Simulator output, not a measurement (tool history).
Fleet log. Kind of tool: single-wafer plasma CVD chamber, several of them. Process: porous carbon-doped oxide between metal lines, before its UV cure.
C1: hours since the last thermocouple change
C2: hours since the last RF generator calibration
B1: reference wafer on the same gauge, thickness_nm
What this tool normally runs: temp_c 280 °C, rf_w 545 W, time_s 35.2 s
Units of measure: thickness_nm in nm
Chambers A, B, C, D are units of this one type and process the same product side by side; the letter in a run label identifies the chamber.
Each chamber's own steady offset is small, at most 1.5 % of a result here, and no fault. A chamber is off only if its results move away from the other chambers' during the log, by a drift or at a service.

Run 1B, hour 14.4: usual settings; C1 1894.5; C2 704.4; B1 182.9. Result: thickness_nm 229.44 nm.
Run 2C, hour 21.3: usual settings; C1 1713.6; C2 723.5; B1 183.02. Result: thickness_nm 224.48 nm.
Run 3A, hour 33.7: usual settings; C1 1540.3; C2 963.1; B1 182.95. Result: thickness_nm 227.6 nm.
Run 4D, hour 46.6: usual settings; C1 484.1; C2 618.3; B1 182.99. Result: thickness_nm 230 nm.
Run 5C, hour 60.3: usual settings; C1 1752.6; C2 762.5; B1 183.02. Result: thickness_nm 224.42 nm.
Run 6B, hour 69.8: usual settings; C1 1949.9; C2 759.8; B1 182.98. Result: thickness_nm 229.71 nm.
Run 7A, hour 82.5: usual settings; C1 1589.1; C2 1011.9; B1 182.95. Result: thickness_nm 227.48 nm.
Run 8D, hour 96.1: usual settings; C1 533.6; C2 667.8; B1 183.13. Result: thickness_nm 229.31 nm.
Run 9D, hour 108.9: usual settings but rf_w 585 W; C1 546.4; C2 680.6; B1 183.12. Result: thickness_nm 239.87 nm.
Run 10C, hour 120.5: usual settings but rf_w 585 W; C1 1812.8; C2 822.7; B1 183.08. Result: thickness_nm 236.05 nm.
Run 11A, hour 129.7: usual settings but rf_w 585 W; C1 1636.3; C2 1059.1; B1 182.99. Result: thickness_nm 237.8 nm.
Run 12B, hour 145.4: usual settings but rf_w 585 W; C1 2025.5; C2 835.4; B1 182.96. Result: thickness_nm 240.84 nm.
Run 13A, hour 156.1: usual settings; C1 1662.7; C2 1085.5; B1 183.02. Result: thickness_nm 227.43 nm.
Run 14D, hour 164.6: usual settings; C1 602.1; C2 736.3; B1 182.93. Result: thickness_nm 229.3 nm.
Run 15C, hour 174.7: usual settings; C1 1867; C2 876.9; B1 182.95. Result: thickness_nm 225.01 nm.
At hour 177.3: chamber A: RF generator calibrated.
Run 16B, hour 185.4: usual settings; C1 2065.5; C2 875.4; B1 182.99. Result: thickness_nm 229.97 nm.
Run 17C, hour 200.1: usual settings; C1 1892.4; C2 902.3; B1 183.05. Result: thickness_nm 224.62 nm.
Run 18A, hour 213.9: usual settings; C1 1720.5; C2 36.6; B1 182.97. Result: thickness_nm 227.01 nm.
Run 19B, hour 224.3: usual settings; C1 2104.4; C2 914.3; B1 183. Result: thickness_nm 229.25 nm.
At hour 232.5: chamber B: thermocouple changed; heater temperature recalibrated.
Run 20D, hour 233.1: usual settings but temp_c 293 °C, time_s 39.8 s; C1 670.6; C2 804.8; B1 182.92. Result: thickness_nm 238.28 nm.
Run 21C, hour 242.4: usual settings but temp_c 293 °C, time_s 39.8 s; C1 1934.7; C2 944.6; B1 182.86. Result: thickness_nm 234.1 nm.
Run 22B, hour 250: usual settings but temp_c 293 °C, time_s 39.8 s; C1 17.5; C2 940; B1 183.05. Result: thickness_nm 244.1 nm.
Run 23D, hour 259.2: usual settings but temp_c 293 °C, time_s 39.8 s; C1 696.7; C2 830.9; B1 182.95. Result: thickness_nm 238.25 nm.
Run 24A, hour 270.5: usual settings; C1 1777.1; C2 93.2; B1 182.97. Result: thickness_nm 227.16 nm.
Run 25A, hour 279.6: usual settings but time_s 41.5 s; C1 1786.2; C2 102.3; B1 182.92. Result: thickness_nm 267.58 nm.
Run 26B, hour 286.6: usual settings but time_s 41.5 s; C1 54.1; C2 976.6; B1 182.92. Result: thickness_nm 277.13 nm.
At hour 294.8: chamber C: thermocouple changed; heater temperature recalibrated.
Run 27D, hour 297.5: usual settings but time_s 41.5 s; C1 735; C2 869.2; B1 183.02. Result: thickness_nm 268.37 nm.
Run 28C, hour 307.4: usual settings but time_s 41.5 s; C1 12.7; C2 1009.6; B1 182.98. Result: thickness_nm 264.25 nm.
Run 29B, hour 318.8: usual settings; C1 86.3; C2 1008.8; B1 183.11. Result: thickness_nm 235.86 nm.
At hour 321.8: chamber C: RF generator calibrated.
Run 30D, hour 334: usual settings but time_s 38.6 s; C1 771.5; C2 905.7; B1 183.02. Result: thickness_nm 249.24 nm.
Run 31A, hour 349.7: usual settings but time_s 38.6 s; C1 1856.3; C2 172.4; B1 182.98. Result: thickness_nm 248.66 nm.
Run 32C, hour 365.1: usual settings but time_s 38.6 s; C1 70.4; C2 43.3; B1 182.95. Result: thickness_nm 246.39 nm.
Run 33B, hour 381.2: usual settings but time_s 38.6 s; C1 148.7; C2 1071.2; B1 183.02. Result: thickness_nm 257.91 nm.
At hour 384.1: chamber D: RF generator calibrated.
Run 34C, hour 390: usual settings but time_s 41.5 s; C1 95.3; C2 68.2; B1 183. Result: thickness_nm 264.26 nm.
Run 35A, hour 398: usual settings but time_s 41.5 s; C1 1904.6; C2 220.7; B1 182.94. Result: thickness_nm 266.94 nm.
Run 36D, hour 413.2: usual settings but time_s 41.5 s; C1 850.7; C2 29.1; B1 183.04. Result: thickness_nm 268.42 nm.
Run 37C, hour 426.6: usual settings but time_s 41.5 s; C1 131.9; C2 104.8; B1 183.02. Result: thickness_nm 264.03 nm.
Run 38D, hour 433.8: usual settings; C1 871.3; C2 49.7; B1 182.98. Result: thickness_nm 229 nm.
Run 39B, hour 448.3: usual settings; C1 215.8; C2 1138.3; B1 182.92. Result: thickness_nm 236.88 nm.
Run 40A, hour 455.3: usual settings; C1 1961.9; C2 278; B1 182.99. Result: thickness_nm 228.18 nm.
Run 41A, hour 464.9: usual settings; C1 1971.5; C2 287.6; B1 183. Result: thickness_nm 227.38 nm.
Run 42C, hour 475.9: usual settings; C1 181.2; C2 154.1; B1 182.95. Result: thickness_nm 225.67 nm.
Run 43D, hour 484.8: usual settings; C1 922.3; C2 100.7; B1 182.96. Result: thickness_nm 229.4 nm.

The same settings go to every chamber for the next run, one line per chamber below. Forecast the results for each:
Run 44A, hour 496.3: usual settings but rf_w 595 W. Result: thickness_nm ?.
Run 44B, hour 496.3: usual settings but rf_w 595 W. Result: thickness_nm ?.
Run 44C, hour 496.3: usual settings but rf_w 595 W. Result: thickness_nm ?.
Run 44D, hour 496.3: usual settings but rf_w 595 W. Result: thickness_nm ?.

run  thickness_nm
44A        241.88
44B         249.7
44C        237.75
44D         242.4

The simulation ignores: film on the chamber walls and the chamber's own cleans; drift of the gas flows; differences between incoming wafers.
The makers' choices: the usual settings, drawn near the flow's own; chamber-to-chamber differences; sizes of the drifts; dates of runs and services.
